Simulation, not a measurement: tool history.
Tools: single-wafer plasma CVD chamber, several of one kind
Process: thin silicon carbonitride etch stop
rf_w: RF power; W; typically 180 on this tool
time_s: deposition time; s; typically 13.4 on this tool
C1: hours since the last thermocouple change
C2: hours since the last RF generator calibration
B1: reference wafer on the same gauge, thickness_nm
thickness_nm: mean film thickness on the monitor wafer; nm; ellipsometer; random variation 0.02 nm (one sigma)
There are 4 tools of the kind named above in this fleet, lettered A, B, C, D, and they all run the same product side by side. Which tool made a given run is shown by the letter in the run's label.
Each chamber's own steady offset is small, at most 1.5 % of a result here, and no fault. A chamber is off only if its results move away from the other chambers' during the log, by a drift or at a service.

{"run": "1A", "hour": 4.2, "rf_w": 180, "time_s": 13.4, "C1": 1432, "C2": 818.9, "B1": 6.3927, "thickness_nm": 7.4936}
{"run": "2D", "hour": 11.9, "rf_w": 180, "time_s": 13.4, "C1": 1575.5, "C2": 828.6, "B1": 6.3908, "thickness_nm": 7.3801}
{"run": "3C", "hour": 15.9, "rf_w": 180, "time_s": 13.4, "C1": 240.3, "C2": 355.5, "B1": 6.3891, "thickness_nm": 7.3849}
{"run": "4B", "hour": 20.5, "rf_w": 180, "time_s": 13.4, "C1": 344.3, "C2": 1345.3, "B1": 6.3903, "thickness_nm": 7.4115}
{"run": "5C", "hour": 26.5, "rf_w": 180, "time_s": 13.4, "C1": 250.9, "C2": 366.1, "B1": 6.388, "thickness_nm": 7.3768}
{"run": "6A", "hour": 32.8, "rf_w": 180, "time_s": 13.4, "C1": 1460.6, "C2": 847.5, "B1": 6.3874, "thickness_nm": 7.4723}
{"run": "7B", "hour": 39.0, "rf_w": 180, "time_s": 13.4, "C1": 362.8, "C2": 1363.8, "B1": 6.3895, "thickness_nm": 7.4203}
{"run": "8D", "hour": 46.8, "rf_w": 180, "time_s": 13.4, "C1": 1610.4, "C2": 863.5, "B1": 6.3878, "thickness_nm": 7.3416}
{"run": "9B", "hour": 55.0, "rf_w": 180, "time_s": 13.4, "C1": 378.8, "C2": 1379.8, "B1": 6.3946, "thickness_nm": 7.4054}
{"run": "10D", "hour": 58.7, "rf_w": 180, "time_s": 11.8, "C1": 1622.3, "C2": 875.4, "B1": 6.3889, "thickness_nm": 6.4434}
{"run": "11C", "hour": 63.2, "rf_w": 180, "time_s": 11.8, "C1": 287.6, "C2": 402.8, "B1": 6.3973, "thickness_nm": 6.5454}
{"run": "12A", "hour": 68.8, "rf_w": 180, "time_s": 11.8, "C1": 1496.6, "C2": 883.5, "B1": 6.3891, "thickness_nm": 6.5878}
{"run": "13B", "hour": 77.2, "rf_w": 180, "time_s": 11.8, "C1": 401, "C2": 1402, "B1": 6.3927, "thickness_nm": 6.5176}
{"run": "14A", "hour": 82.7, "rf_w": 180, "time_s": 12.2, "C1": 1510.5, "C2": 897.4, "B1": 6.3918, "thickness_nm": 6.8322}
{"run": "15D", "hour": 90.6, "rf_w": 180, "time_s": 12.2, "C1": 1654.2, "C2": 907.3, "B1": 6.3933, "thickness_nm": 6.694}
{"run": "16C", "hour": 97.7, "rf_w": 180, "time_s": 12.2, "C1": 322.1, "C2": 437.3, "B1": 6.3919, "thickness_nm": 6.7319}
{"run": "17C", "hour": 102.4, "rf_w": 180, "time_s": 12.2, "C1": 326.8, "C2": 442, "B1": 6.3917, "thickness_nm": 6.7752}
{"run": "18A", "hour": 110.4, "rf_w": 180, "time_s": 13.4, "C1": 1538.2, "C2": 925.1, "B1": 6.3932, "thickness_nm": 7.4896}
{"run": "19B", "hour": 114.8, "rf_w": 180, "time_s": 13.4, "C1": 438.6, "C2": 1439.6, "B1": 6.388, "thickness_nm": 7.4254}
{"run": "20D", "hour": 119.1, "rf_w": 180, "time_s": 13.4, "C1": 1682.7, "C2": 935.8, "B1": 6.3932, "thickness_nm": 7.3203}
{"run": "21D", "hour": 124.3, "rf_w": 180, "time_s": 12, "C1": 1687.9, "C2": 941, "B1": 6.3932, "thickness_nm": 6.5673}
{"run": "22A", "hour": 131.0, "rf_w": 180, "time_s": 12, "C1": 1558.8, "C2": 945.7, "B1": 6.3962, "thickness_nm": 6.7254}
{"run": "23B", "hour": 137.3, "rf_w": 180, "time_s": 12, "C1": 461.1, "C2": 1462.1, "B1": 6.3882, "thickness_nm": 6.5838}
{"run": "24C", "hour": 142.6, "rf_w": 180, "time_s": 12, "C1": 367, "C2": 482.2, "B1": 6.3863, "thickness_nm": 6.6337}

The same settings go to every chamber for the next run, one line per chamber below. Forecast the results for each:
{"run": "25A", "hour": 148.5, "rf_w": 210, "time_s": 13.4, "thickness_nm": "?"}
{"run": "25B", "hour": 148.5, "rf_w": 210, "time_s": 13.4, "thickness_nm": "?"}
{"run": "25C", "hour": 148.5, "rf_w": 210, "time_s": 13.4, "thickness_nm": "?"}
{"run": "25D", "hour": 148.5, "rf_w": 210, "time_s": 13.4, "thickness_nm": "?"}

run=25A thickness_nm=7.8424
run=25B thickness_nm=7.7923
run=25C thickness_nm=7.7639
run=25D thickness_nm=7.6796
